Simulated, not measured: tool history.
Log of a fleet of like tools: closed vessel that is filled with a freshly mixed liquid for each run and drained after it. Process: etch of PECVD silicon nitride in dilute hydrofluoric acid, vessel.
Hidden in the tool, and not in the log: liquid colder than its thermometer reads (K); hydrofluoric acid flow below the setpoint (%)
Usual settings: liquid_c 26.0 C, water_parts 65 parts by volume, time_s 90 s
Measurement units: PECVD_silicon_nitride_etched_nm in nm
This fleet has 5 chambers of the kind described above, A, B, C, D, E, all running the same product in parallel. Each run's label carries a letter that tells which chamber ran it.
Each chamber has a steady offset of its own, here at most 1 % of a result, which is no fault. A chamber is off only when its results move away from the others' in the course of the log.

| run | hour | liquid_c | water_parts | time_s | hours since the thermometer was replaced | hours since the hydrofluoric acid flow meter was replaced | read-back film thickness of the PECVD silicon nitride reference wafer, read on the same gauge (nm) | PECVD_silicon_nitride_etched_nm |
|---|---|---|---|---|---|---|---|---|
| 1B | 14.4 | 26.0 | 65 | 90 | 109.1 | 173.3 | 60.007 | 4.4992 |
| 2D | 26.0 | 26.0 | 65 | 90 | 35.8 | 595.7 | 59.983 | 4.5340 |
| 3E | 41.4 | 26.0 | 65 | 90 | 763.3 | 1483.4 | 59.990 | 4.4774 |
| 4A | 54.1 | 26.0 | 65 | 90 | 730.3 | 316.2 | 60.022 | 4.5331 |
| 5C | 61.8 | 26.0 | 65 | 90 | 971.0 | 1055.0 | 59.967 | 4.4828 |
| 6A | 76.8 | 26.0 | 65 | 140 | 753.0 | 338.9 | 59.974 | 7.1332 |
| 7D | 85.1 | 26.0 | 65 | 140 | 94.9 | 654.8 | 59.985 | 7.0355 |
| 8B | 97.5 | 26.0 | 65 | 140 | 192.2 | 256.4 | 59.996 | 7.1423 |
| 9C | 108.1 | 26.0 | 65 | 140 | 1017.3 | 1101.3 | 59.991 | 7.0531 |
| 10E | 122.6 | 26.0 | 65 | 140 | 844.5 | 1564.6 | 59.990 | 6.8621 |
| 11C | 132.7 | 26.0 | 65 | 90 | 1041.9 | 1125.9 | 59.987 | 4.5455 |
| 12D | 140.2 | 26.0 | 65 | 90 | 150.0 | 709.9 | 60.008 | 4.5458 |
| 13A | 148.4 | 26.0 | 65 | 90 | 824.6 | 410.5 | 60.013 | 4.5299 |
| 14E | 155.9 | 26.0 | 35 | 90 | 877.8 | 1597.9 | 60.010 | 8.1152 |
| 15B | 165.7 | 26.0 | 35 | 90 | 260.4 | 324.6 | 60.016 | 8.3496 |
| 16A | 178.4 | 26.0 | 35 | 90 | 854.6 | 440.5 | 60.004 | 8.3744 |
| 17B | 193.4 | 26.0 | 35 | 90 | 288.1 | 352.3 | 60.020 | 8.3678 |
| 18D | 201.7 | 26.0 | 35 | 90 | 211.5 | 771.4 | 59.988 | 8.2230 |
| 19C | 212.2 | 26.0 | 80 | 120 | 1121.4 | 1205.4 | 60.007 | 4.8686 |
| 20E | 226.5 | 26.0 | 80 | 120 | 948.4 | 1668.5 | 59.994 | 4.8411 |
| 21C | 235.4 | 26.0 | 80 | 120 | 1144.6 | 1228.6 | 59.984 | 4.8707 |
| 22E | 247.6 | 26.0 | 80 | 120 | 969.5 | 1689.6 | 60.005 | 4.8610 |
| 23B | 260.3 | 26.0 | 80 | 120 | 355.0 | 419.2 | 60.001 | 4.9681 |
| 24D | 273.0 | 26.0 | 65 | 90 | 282.8 | 842.7 | 60.003 | 4.4948 |
| 25A | 282.2 | 26.0 | 65 | 90 | 958.4 | 544.3 | 60.014 | 4.5357 |
|  | 292.5 | chamber E: thermometer replaced |
| 26C | 293.8 | 26.0 | 65 | 90 | 1203.0 | 1287.0 | 60.002 | 4.4820 |
| 27E | 303.5 | 26.0 | 65 | 90 | 11.0 | 1745.5 | 60.021 | 4.5024 |
| 28B | 318.9 | 26.0 | 65 | 90 | 413.6 | 477.8 | 60.007 | 4.5203 |
| 29A | 329.2 | 26.0 | 65 | 90 | 1005.4 | 591.3 | 60.020 | 4.5611 |
| 30D | 344.5 | 30.5 | 55 | 90 | 354.3 | 914.2 | 60.011 | 7.1363 |

One chamber off, gauge drift, or nothing amiss beyond the chambers' own small offsets? If it is a chamber, which one, and what is the likeliest cause?

Nothing is wrong: each chamber keeps only its own small, steady offset and the gauge holds still.
